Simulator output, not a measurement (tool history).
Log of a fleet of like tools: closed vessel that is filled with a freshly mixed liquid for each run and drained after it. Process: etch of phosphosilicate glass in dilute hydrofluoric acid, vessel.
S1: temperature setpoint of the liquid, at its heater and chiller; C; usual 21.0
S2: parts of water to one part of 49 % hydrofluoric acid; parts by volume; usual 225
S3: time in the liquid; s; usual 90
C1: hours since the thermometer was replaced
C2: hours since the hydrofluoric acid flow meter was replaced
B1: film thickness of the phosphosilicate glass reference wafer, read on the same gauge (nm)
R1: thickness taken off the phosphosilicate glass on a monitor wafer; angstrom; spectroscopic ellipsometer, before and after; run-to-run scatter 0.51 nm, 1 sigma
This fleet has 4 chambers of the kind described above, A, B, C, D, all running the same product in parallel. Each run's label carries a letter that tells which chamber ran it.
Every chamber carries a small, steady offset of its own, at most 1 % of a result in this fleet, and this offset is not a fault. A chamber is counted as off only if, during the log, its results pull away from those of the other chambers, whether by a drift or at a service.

Run 1B, hour 4.1: usual settings; C1 428.0; C2 615.9; B1 120.02. Result: R1 522.12 angstrom.
Run 2A, hour 8.3: usual settings; C1 313.0; C2 1505.6; B1 119.98. Result: R1 520.27 angstrom.
Run 3D, hour 14.1: usual settings; C1 503.1; C2 209.9; B1 120.03. Result: R1 516.57 angstrom.
Run 4C, hour 21.5: usual settings; C1 1417.5; C2 1360.7; B1 120.00. Result: R1 519.48 angstrom.
Run 5D, hour 28.0: usual settings; C1 517.0; C2 223.8; B1 120.03. Result: R1 522.75 angstrom.
Run 6B, hour 33.8: usual settings; C1 457.7; C2 645.6; B1 120.00. Result: R1 515.50 angstrom.
Run 7C, hour 39.7: usual settings; C1 1435.7; C2 1378.9; B1 120.00. Result: R1 528.60 angstrom.
Run 8A, hour 44.1: usual settings; C1 348.8; C2 1541.4; B1 120.02. Result: R1 527.03 angstrom.
Run 9D, hour 48.2: usual settings; C1 537.2; C2 244.0; B1 119.99. Result: R1 521.42 angstrom.
Run 10B, hour 51.7: usual settings; C1 475.6; C2 663.5; B1 120.04. Result: R1 514.62 angstrom.
Run 11A, hour 58.2: usual settings; C1 362.9; C2 1555.5; B1 120.02. Result: R1 526.11 angstrom.
Run 12C, hour 62.6: usual settings; C1 1458.6; C2 1401.8; B1 120.01. Result: R1 530.17 angstrom.
Run 13B, hour 66.3: usual settings; C1 490.2; C2 678.1; B1 119.99. Result: R1 523.81 angstrom.
Run 14C, hour 69.6: usual settings but S1 19.0 C; C1 1465.6; C2 1408.8; B1 119.99. Result: R1 494.95 angstrom.
Run 15A, hour 75.5: usual settings but S1 19.0 C; C1 380.2; C2 1572.8; B1 120.02. Result: R1 477.62 angstrom.
Run 16D, hour 79.3: usual settings but S1 19.0 C; C1 568.3; C2 275.1; B1 120.01. Result: R1 482.42 angstrom.
Run 17D, hour 83.6: usual settings but S1 19.0 C; C1 572.6; C2 279.4; B1 120.00. Result: R1 485.49 angstrom.
Run 18B, hour 88.4: usual settings; C1 512.3; C2 700.2; B1 120.02. Result: R1 518.77 angstrom.
Run 19C, hour 95.0: usual settings but S3 45 s; C1 1491.0; C2 1434.2; B1 120.00. Result: R1 261.05 angstrom.
Run 20A, hour 98.8: usual settings but S3 45 s; C1 403.5; C2 1596.1; B1 119.98. Result: R1 255.71 angstrom.
Run 21B, hour 103.2: usual settings but S3 45 s; C1 527.1; C2 715.0; B1 120.05. Result: R1 262.08 angstrom.
Run 22D, hour 107.1: usual settings but S3 45 s; C1 596.1; C2 302.9; B1 120.02. Result: R1 269.38 angstrom.
Run 23C, hour 111.0: usual settings; C1 1507.0; C2 1450.2; B1 120.02. Result: R1 524.55 angstrom.
Run 24A, hour 118.0: usual settings but S2 260 parts by volume; C1 422.7; C2 1615.3; B1 120.00. Result: R1 434.32 angstrom.
Run 25C, hour 123.5: usual settings but S2 260 parts by volume; C1 1519.5; C2 1462.7; B1 119.99. Result: R1 438.63 angstrom.
Run 26A, hour 128.5: usual settings but S2 260 parts by volume; C1 433.2; C2 1625.8; B1 119.95. Result: R1 437.33 angstrom.
Run 27D, hour 135.2: usual settings but S2 260 parts by volume; C1 624.2; C2 331.0; B1 120.03. Result: R1 461.33 angstrom.
Run 28B, hour 140.6: usual settings; C1 564.5; C2 752.4; B1 119.99. Result: R1 513.24 angstrom.
Run 29C, hour 148.0: usual settings but S1 25.5 C, S3 135 s; C1 1544.0; C2 1487.2; B1 120.00. Result: R1 911.27 angstrom.
Run 30B, hour 152.7: usual settings but S1 25.5 C, S3 135 s; C1 576.6; C2 764.5; B1 119.99. Result: R1 916.44 angstrom.
Run 31D, hour 158.7: usual settings but S1 25.5 C, S3 135 s; C1 647.7; C2 354.5; B1 120.00. Result: R1 981.78 angstrom.
Run 32A, hour 163.3: usual settings but S1 25.5 C, S3 135 s; C1 468.0; C2 1660.6; B1 120.01. Result: R1 931.42 angstrom.
Run 33A, hour 170.5: usual settings; C1 475.2; C2 1667.8; B1 120.01. Result: R1 522.51 angstrom.

The same settings go to every chamber for the next run, one line per chamber below. Forecast the results for each:
Run 34A, hour 175.9: usual settings but S2 305 parts by volume. Result: R1 ?.
Run 34B, hour 175.9: usual settings but S2 305 parts by volume. Result: R1 ?.
Run 34C, hour 175.9: usual settings but S2 305 parts by volume. Result: R1 ?.
Run 34D, hour 175.9: usual settings but S2 305 parts by volume. Result: R1 ?.

run      R1
34A  361.07
34B  350.89
34C  364.91
34D  385.20
